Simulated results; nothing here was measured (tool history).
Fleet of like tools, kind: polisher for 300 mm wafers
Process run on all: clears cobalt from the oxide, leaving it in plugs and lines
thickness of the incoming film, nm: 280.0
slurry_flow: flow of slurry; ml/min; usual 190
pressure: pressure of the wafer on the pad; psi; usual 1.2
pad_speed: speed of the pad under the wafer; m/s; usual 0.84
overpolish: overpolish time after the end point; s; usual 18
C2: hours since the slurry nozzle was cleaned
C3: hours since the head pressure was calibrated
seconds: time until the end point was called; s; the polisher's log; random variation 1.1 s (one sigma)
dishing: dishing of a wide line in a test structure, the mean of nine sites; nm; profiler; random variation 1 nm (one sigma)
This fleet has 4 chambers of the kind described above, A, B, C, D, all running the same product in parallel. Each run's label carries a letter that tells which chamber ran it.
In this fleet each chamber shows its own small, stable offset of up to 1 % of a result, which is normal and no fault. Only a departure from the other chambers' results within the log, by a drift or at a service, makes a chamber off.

Run 1D, hour 3.4: usual settings; wafers polished on this pad 542; C2 558.7; C3 89.9. Result: seconds 92.436 s, dishing 43.313 nm.
Run 2A, hour 7.3: usual settings; wafers polished on this pad 95; C2 159.8; C3 342.9. Result: seconds 94.759 s, dishing 42.149 nm.
At hour 8.8: chamber A: head pressure recalibrated.
Run 3B, hour 11.4: usual settings; wafers polished on this pad 781; C2 487.2; C3 618.2. Result: seconds 92.511 s, dishing 41.234 nm.
Run 4C, hour 13.9: usual settings; wafers polished on this pad 162; C2 170.5; C3 410.7. Result: seconds 92.916 s, dishing 42.392 nm.
Run 5A, hour 16.7: usual settings; wafers polished on this pad 179; C2 169.2; C3 7.9. Result: seconds 92.696 s, dishing 40.844 nm.
Run 6D, hour 19.2: usual settings; wafers polished on this pad 682; C2 574.5; C3 105.7. Result: seconds 91.651 s, dishing 42.822 nm.
Run 7B, hour 23.5: usual settings; wafers polished on this pad 889; C2 499.3; C3 630.3. Result: seconds 92.905 s, dishing 40.601 nm.
At hour 24.7: chamber B: head pressure recalibrated.
Run 8C, hour 26.0: usual settings; wafers polished on this pad 269; C2 182.6; C3 422.8. Result: seconds 92.902 s, dishing 42.767 nm.
Run 9A, hour 29.3: usual settings; wafers polished on this pad 291; C2 181.8; C3 20.5. Result: seconds 94.735 s, dishing 43.136 nm.
Run 10C, hour 31.8: usual settings; wafers polished on this pad 321; C2 188.4; C3 428.6. Result: seconds 92.636 s, dishing 42.180 nm.
Run 11B, hour 35.9: usual settings; wafers polished on this pad 999; C2 511.7; C3 11.2. Result: seconds 94.104 s, dishing 40.502 nm.
Run 12D, hour 40.4: usual settings; wafers polished on this pad 871; C2 595.7; C3 126.9. Result: seconds 91.343 s, dishing 43.276 nm.
Run 13A, hour 43.6: usual settings; wafers polished on this pad 418; C2 196.1; C3 34.8. Result: seconds 90.537 s, dishing 41.139 nm.
Run 14B, hour 48.3: usual settings; wafers polished on this pad 1109; C2 524.1; C3 23.6. Result: seconds 91.863 s, dishing 43.185 nm.
Run 15D, hour 52.4: usual settings; wafers polished on this pad 977; C2 607.7; C3 138.9. Result: seconds 91.881 s, dishing 41.296 nm.
At hour 54.4: chamber C: worn pad replaced by a new one.
Run 16C, hour 55.0: usual settings but slurry_flow 160 ml/min; wafers polished on this pad 6; C2 211.6; C3 451.8. Result: seconds 97.891 s, dishing 41.493 nm.
Run 17D, hour 57.7: usual settings but slurry_flow 160 ml/min; wafers polished on this pad 1024; C2 613.0; C3 144.2. Result: seconds 94.476 s, dishing 40.672 nm.
Run 18C, hour 60.1: usual settings but slurry_flow 160 ml/min; wafers polished on this pad 51; C2 216.7; C3 456.9. Result: seconds 95.894 s, dishing 41.116 nm.
Run 19B, hour 64.6: usual settings but slurry_flow 160 ml/min; wafers polished on this pad 1254; C2 540.4; C3 39.9. Result: seconds 97.269 s, dishing 40.970 nm.
Run 20A, hour 66.7: usual settings; wafers polished on this pad 623; C2 219.2; C3 57.9. Result: seconds 94.922 s, dishing 40.394 nm.
Run 21A, hour 71.4: usual settings; wafers polished on this pad 665; C2 223.9; C3 62.6. Result: seconds 94.929 s, dishing 42.002 nm.
At hour 75.2: chamber B: worn pad replaced by a new one.
Run 22D, hour 76.0: usual settings; wafers polished on this pad 1187; C2 631.3; C3 162.5. Result: seconds 93.913 s, dishing 42.101 nm.
Run 23B, hour 79.0: usual settings; wafers polished on this pad 33; C2 554.8; C3 54.3. Result: seconds 93.737 s, dishing 39.667 nm.
Run 24C, hour 82.0: usual settings; wafers polished on this pad 246; C2 238.6; C3 478.8. Result: seconds 95.070 s, dishing 42.958 nm.
Run 25D, hour 85.0: usual settings but slurry_flow 150 ml/min, overpolish 22 s; wafers polished on this pad 1267; C2 640.3; C3 171.5. Result: seconds 96.079 s, dishing 47.194 nm.
Run 26B, hour 88.4: usual settings but slurry_flow 150 ml/min, overpolish 22 s; wafers polished on this pad 117; C2 564.2; C3 63.7. Result: seconds 96.193 s, dishing 47.509 nm.
Run 27A, hour 90.5: usual settings but slurry_flow 150 ml/min, overpolish 22 s; wafers polished on this pad 834; C2 243.0; C3 81.7. Result: seconds 97.028 s, dishing 47.314 nm.

One chamber off, gauge drift, or nothing amiss beyond the chambers' own small offsets? If it is a chamber, which one, and what is the likeliest cause?

Nothing is wrong: each chamber keeps only its own small, steady offset and the gauge holds still.
